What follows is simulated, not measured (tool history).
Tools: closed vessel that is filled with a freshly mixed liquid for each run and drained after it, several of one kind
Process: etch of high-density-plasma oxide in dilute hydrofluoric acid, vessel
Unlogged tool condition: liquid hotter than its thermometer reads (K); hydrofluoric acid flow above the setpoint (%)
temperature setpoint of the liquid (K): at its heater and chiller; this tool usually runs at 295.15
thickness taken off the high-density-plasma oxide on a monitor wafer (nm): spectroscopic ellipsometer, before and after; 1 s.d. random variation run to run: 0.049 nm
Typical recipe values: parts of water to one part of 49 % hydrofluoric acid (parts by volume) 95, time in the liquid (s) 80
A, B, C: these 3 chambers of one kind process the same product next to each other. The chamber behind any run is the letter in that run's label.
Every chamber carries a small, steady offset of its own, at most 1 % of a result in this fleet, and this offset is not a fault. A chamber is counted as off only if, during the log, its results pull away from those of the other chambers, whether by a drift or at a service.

run   hour  temperature setpoint of the liquid (K)  parts of water to one part of 49 % hydrofluoric acid (parts by volume)  time in the liquid (s)  hours since the thermometer was replaced  hours since the hydrofluoric acid flow meter was replaced  read-back film thickness of the high-density-plasma oxide reference wafer, read on the same gauge (nm)  thickness taken off the high-density-plasma oxide on a monitor wafer (nm)
 1C   10.1                                  295.15                                                                      95                      80                                    1036.9                                                      365.6                                                                                                     100                                                                     5.7925
      15.8  -- chamber A: hydrofluoric acid flow meter replaced
 2B   19.1                                  295.15                                                                      95                      80                                     958.3                                                      385.5                                                                                                  99.995                                                                     5.7376
 3A   32.5                                  295.15                                                                      95                      80                                    2417.2                                                       16.7                                                                                                  99.993                                                                     5.9437
 4C   45.5                                  295.15                                                                      95                      80                                    1072.3                                                        401                                                                                                  99.992                                                                     5.8265
 5A     52                                  295.15                                                                      95                      80                                    2436.7                                                       36.2                                                                                                   99.99                                                                     5.8042
 6B   59.4                                  295.15                                                                      95                      80                                     998.6                                                      425.8                                                                                                  99.986                                                                     5.7895
 7B   69.8                                  295.15                                                                      95                      80                                      1009                                                      436.2                                                                                                  99.981                                                                     5.7372
 8A     81                                  295.15                                                                      95                      80                                    2465.7                                                       65.2                                                                                                  100.01                                                                     5.8041
 9C   89.5                                  295.15                                                                      95                      80                                    1116.3                                                        445                                                                                                  99.992                                                                     5.7619
10A  103.2                                  295.15                                                                      95                      80                                    2487.9                                                       87.4                                                                                                  99.999                                                                      5.883
11C  112.7                                  295.15                                                                      95                      80                                    1139.5                                                      468.2                                                                                                  99.982                                                                     5.7852
12B  122.7                                  295.15                                                                      95                      80                                    1061.9                                                      489.1                                                                                                  99.998                                                                     5.7567
13B  128.8                                  295.15                                                                      95                      80                                      1068                                                      495.2                                                                                                  100.01                                                                     5.7509
14A  140.3                                  295.15                                                                      95                      80                                      2525                                                      124.5                                                                                                     100                                                                     5.8219
15C  146.4                                  295.15                                                                      95                      80                                    1173.2                                                      501.9                                                                                                  99.996                                                                     5.8375
16B  157.5                                  295.15                                                                      95                      80                                    1096.7                                                      523.9                                                                                                  99.999                                                                      5.806
17A  167.3                                  295.15                                                                      95                      80                                      2552                                                      151.5                                                                                                     100                                                                     5.9236
18C  176.8                                  291.15                                                                     135                      80                                    1203.6                                                      532.3                                                                                                   99.99                                                                     3.2706
19C  189.8                                  291.15                                                                     135                      80                                    1216.6                                                      545.3                                                                                                  99.979                                                                     3.2813
20A  200.9                                  291.15                                                                     135                      80                                    2585.6                                                      185.1                                                                                                     100                                                                     3.3497
21B  208.1                                  295.15                                                                      95                      80                                    1147.3                                                      574.5                                                                                                  99.982                                                                     5.8341
22B  219.6                                  295.15                                                                      95                      80                                    1158.8                                                        586                                                                                                  100.01                                                                     5.8751
23A  227.3                                  295.15                                                                      95                      80                                      2612                                                      211.5                                                                                                  99.985                                                                      5.827
24C    239                                  295.15                                                                      95                      60                                    1265.8                                                      594.5                                                                                                  100.01                                                                     4.3043
25A  248.4                                  295.15                                                                      95                      60                                    2633.1                                                      232.6                                                                                                  100.02                                                                     4.3434
26B  257.1                                  295.15                                                                      95                      60                                    1196.3                                                      623.5                                                                                                  99.999                                                                     4.4929
27C  266.8                                  295.15                                                                      95                      80                                    1293.6                                                      622.3                                                                                                  100.03                                                                     5.7592
28B  273.2                                  299.65                                                                      95                      80                                    1212.4                                                      639.6                                                                                                  99.997                                                                      7.031
29A  285.1                                  299.65                                                                      95                      80                                    2669.8                                                      269.3                                                                                                  99.988                                                                     6.9906
30C  292.7                                  299.65                                                                      95                      80                                    1319.5                                                      648.2                                                                                                  99.986                                                                     6.9935
31C  299.2                                  295.15                                                                      95                      80                                      1326                                                      654.7                                                                                                  100.02                                                                     5.8646
32A  309.1                                  295.15                                                                      95                      80                                    2693.8                                                      293.3                                                                                                   99.99                                                                     5.9107
33B  322.7                                  295.15                                                                      95                      80                                    1261.9                                                      689.1                                                                                                  100.01                                                                     5.9677
34B  333.1                                  295.15                                                                      95                      80                                    1272.3                                                      699.5                                                                                                  99.988                                                                     5.9527
35A  346.4                                  295.15                                                                      95                      80                                    2731.1                                                      330.6                                                                                                  100.01                                                                     5.6989
36C  355.8                                  295.15                                                                      95                      80                                    1382.6                                                      711.3                                                                                                   99.99                                                                     5.8305
37B  364.8                                  295.15                                                                      95                      80                                      1304                                                      731.2                                                                                                  100.01                                                                     5.9961
38A  375.2                                  295.15                                                                      95                      80                                    2759.9                                                      359.4                                                                                                     100                                                                     5.7674
39C  385.4                                  295.15                                                                      95                      80                                    1412.2                                                      740.9                                                                                                   99.99                                                                     5.8303
     394.6  -- chamber B: hydrofluoric acid flow meter replaced
40A  394.8                                  295.15                                                                      95                      80                                    2779.5                                                        379                                                                                                  99.997                                                                     5.8503
     404.3  -- chamber C: thermometer replaced
41B  404.8                                  295.15                                                                      95                      80                                      1344                                                       10.2                                                                                                     100                                                                     6.0613
42C  414.2                                  295.15                                                                      95                      80                                       9.9                                                      769.7                                                                                                  99.997                                                                     5.6951
43A  427.4                                  295.15                                                                     130                      80                                    2812.1                                                      411.6                                                                                                     100                                                                     4.1014
44B  438.7                                  295.15                                                                     130                      80                                    1377.9                                                       44.1                                                                                                  100.03                                                                     4.2863

Read the log: is a single chamber off, either drifting away or since a service, is the gauge that measures every chamber drifting, or is nothing wrong beyond small per-chamber offsets? Name any odd chamber and what most likely caused it.

It is chamber B that slowly wanders off from its peers.
What lies behind it: liquid hotter than its thermometer reads (K) = 1.43.

Here are 4 candidates for chamber B's next run, each the usual settings with a change, their results left as question marks. Which one brings its results back in line with what the others give on the usual settings?
A result is in line if it is within this distance of the other chambers' mean on the usual settings: thickness taken off the high-density-plasma oxide on a monitor wafer (nm) 0.17
45B-1  448.9                                  293.65                                                                      95                      80                                                                                                                                                                                                                                                                                       ?
45B-2  448.9                                  295.15                                                                      95                      85                                                                                                                                                                                                                                                                                       ?
45B-3  448.9                                  295.15                                                                     105                      80                                                                                                                                                                                                                                                                                       ?
45B-4  448.9                                  295.15                                                                      95                      90                                                                                                                                                                                                                                                                                       ?

Mean of the other chambers on the usual settings: thickness taken off the high-density-plasma oxide on a monitor wafer (nm) 5.7956
  run  thickness taken off the high-density-plasma oxide on a monitor wafer (nm)
45B-1                                                                     5.7326
45B-2                                                                     6.4646
45B-3                                                                     5.4402
45B-4                                                                     6.8449
The answer is 45B-1, which returns the chamber to within the allowed miss of the others.
